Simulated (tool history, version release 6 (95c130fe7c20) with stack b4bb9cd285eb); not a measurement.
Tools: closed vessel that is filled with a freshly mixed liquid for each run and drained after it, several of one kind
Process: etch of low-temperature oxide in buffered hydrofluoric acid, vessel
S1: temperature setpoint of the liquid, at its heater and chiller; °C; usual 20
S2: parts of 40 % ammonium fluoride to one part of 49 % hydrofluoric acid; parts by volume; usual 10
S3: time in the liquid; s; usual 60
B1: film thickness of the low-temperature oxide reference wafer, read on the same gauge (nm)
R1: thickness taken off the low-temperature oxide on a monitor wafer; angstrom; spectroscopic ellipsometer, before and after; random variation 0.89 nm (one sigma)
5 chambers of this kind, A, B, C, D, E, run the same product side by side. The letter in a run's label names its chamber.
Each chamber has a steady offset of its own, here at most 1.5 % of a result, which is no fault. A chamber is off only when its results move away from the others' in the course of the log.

{"run": "1D", "hour": 7.5, "S1": 20, "S2": 10, "S3": 60, "B1": 80.015, "R1": 1865.1}
{"run": "2A", "hour": 13.7, "S1": 20, "S2": 10, "S3": 60, "B1": 79.985, "R1": 1866}
{"hour": 15.5, "done": "chamber D: hydrofluoric acid flow meter replaced"}
{"run": "3E", "hour": 17.6, "S1": 20, "S2": 10, "S3": 60, "B1": 79.983, "R1": 1870.5}
{"run": "4C", "hour": 22.3, "S1": 20, "S2": 10, "S3": 60, "B1": 80.011, "R1": 1841.8}
{"run": "5B", "hour": 30.1, "S1": 20, "S2": 10, "S3": 60, "B1": 80.017, "R1": 1876.5}
{"run": "6E", "hour": 37.4, "S1": 20, "S2": 10, "S3": 60, "B1": 79.967, "R1": 1887.7}
{"run": "7C", "hour": 44.3, "S1": 20, "S2": 10, "S3": 60, "B1": 80, "R1": 1847.2}
{"run": "8D", "hour": 48.0, "S1": 20, "S2": 10, "S3": 60, "B1": 79.995, "R1": 1863.6}
{"run": "9A", "hour": 51.4, "S1": 20, "S2": 10, "S3": 60, "B1": 79.984, "R1": 1895.7}
{"run": "10B", "hour": 58.7, "S1": 20, "S2": 10, "S3": 60, "B1": 80.007, "R1": 1882.7}
{"run": "11D", "hour": 65.5, "S1": 20, "S2": 10, "S3": 60, "B1": 79.967, "R1": 1868.2}
{"run": "12A", "hour": 70.3, "S1": 20, "S2": 10, "S3": 60, "B1": 79.986, "R1": 1891.2}
{"run": "13E", "hour": 77.4, "S1": 20, "S2": 10, "S3": 60, "B1": 80.005, "R1": 1875}
{"run": "14B", "hour": 82.9, "S1": 20, "S2": 10, "S3": 60, "B1": 80.006, "R1": 1889.9}
{"run": "15C", "hour": 86.7, "S1": 20, "S2": 10, "S3": 60, "B1": 79.985, "R1": 1858.5}
{"run": "16B", "hour": 92.5, "S1": 20, "S2": 10, "S3": 60, "B1": 80.017, "R1": 1879.1}
{"run": "17A", "hour": 97.7, "S1": 20, "S2": 10, "S3": 60, "B1": 80.003, "R1": 1888.3}
{"run": "18C", "hour": 101.3, "S1": 20, "S2": 10, "S3": 60, "B1": 80.008, "R1": 1854.1}
{"run": "19D", "hour": 107.5, "S1": 20, "S2": 10, "S3": 60, "B1": 79.993, "R1": 1853.4}
{"run": "20E", "hour": 114.2, "S1": 20, "S2": 10, "S3": 60, "B1": 79.977, "R1": 1859.3}
{"run": "21B", "hour": 122.0, "S1": 20, "S2": 10, "S3": 60, "B1": 79.983, "R1": 1881.6}
{"run": "22D", "hour": 129.8, "S1": 20, "S2": 10, "S3": 60, "B1": 79.991, "R1": 1877.7}
{"run": "23E", "hour": 134.7, "S1": 20, "S2": 10, "S3": 60, "B1": 79.985, "R1": 1864.3}
{"run": "24C", "hour": 140.4, "S1": 20, "S2": 10, "S3": 60, "B1": 80.009, "R1": 1866.1}
{"run": "25A", "hour": 144.9, "S1": 20, "S2": 10, "S3": 60, "B1": 79.985, "R1": 1874.2}
{"run": "26E", "hour": 148.5, "S1": 20, "S2": 10, "S3": 60, "B1": 80.016, "R1": 1881.2}
{"hour": 149.2, "done": "chamber C: hydrofluoric acid flow meter replaced"}
{"run": "27D", "hour": 153.0, "S1": 20, "S2": 10, "S3": 60, "B1": 80.009, "R1": 1883.7}
{"hour": 153.3, "done": "chamber A: thermometer replaced"}
{"run": "28A", "hour": 157.2, "S1": 20, "S2": 10, "S3": 60, "B1": 80.003, "R1": 1887.9}
{"run": "29C", "hour": 162.5, "S1": 20, "S2": 10, "S3": 60, "B1": 79.995, "R1": 1852.5}
{"run": "30B", "hour": 167.8, "S1": 20, "S2": 10, "S3": 60, "B1": 80.001, "R1": 1888.2}

What goes on in this fleet: one chamber off, a drifting gauge, or nothing beyond the chambers' own small offsets? Name the chamber and the cause, if any.

No chamber stands off beyond its own small offset, and the gauge holds steady.
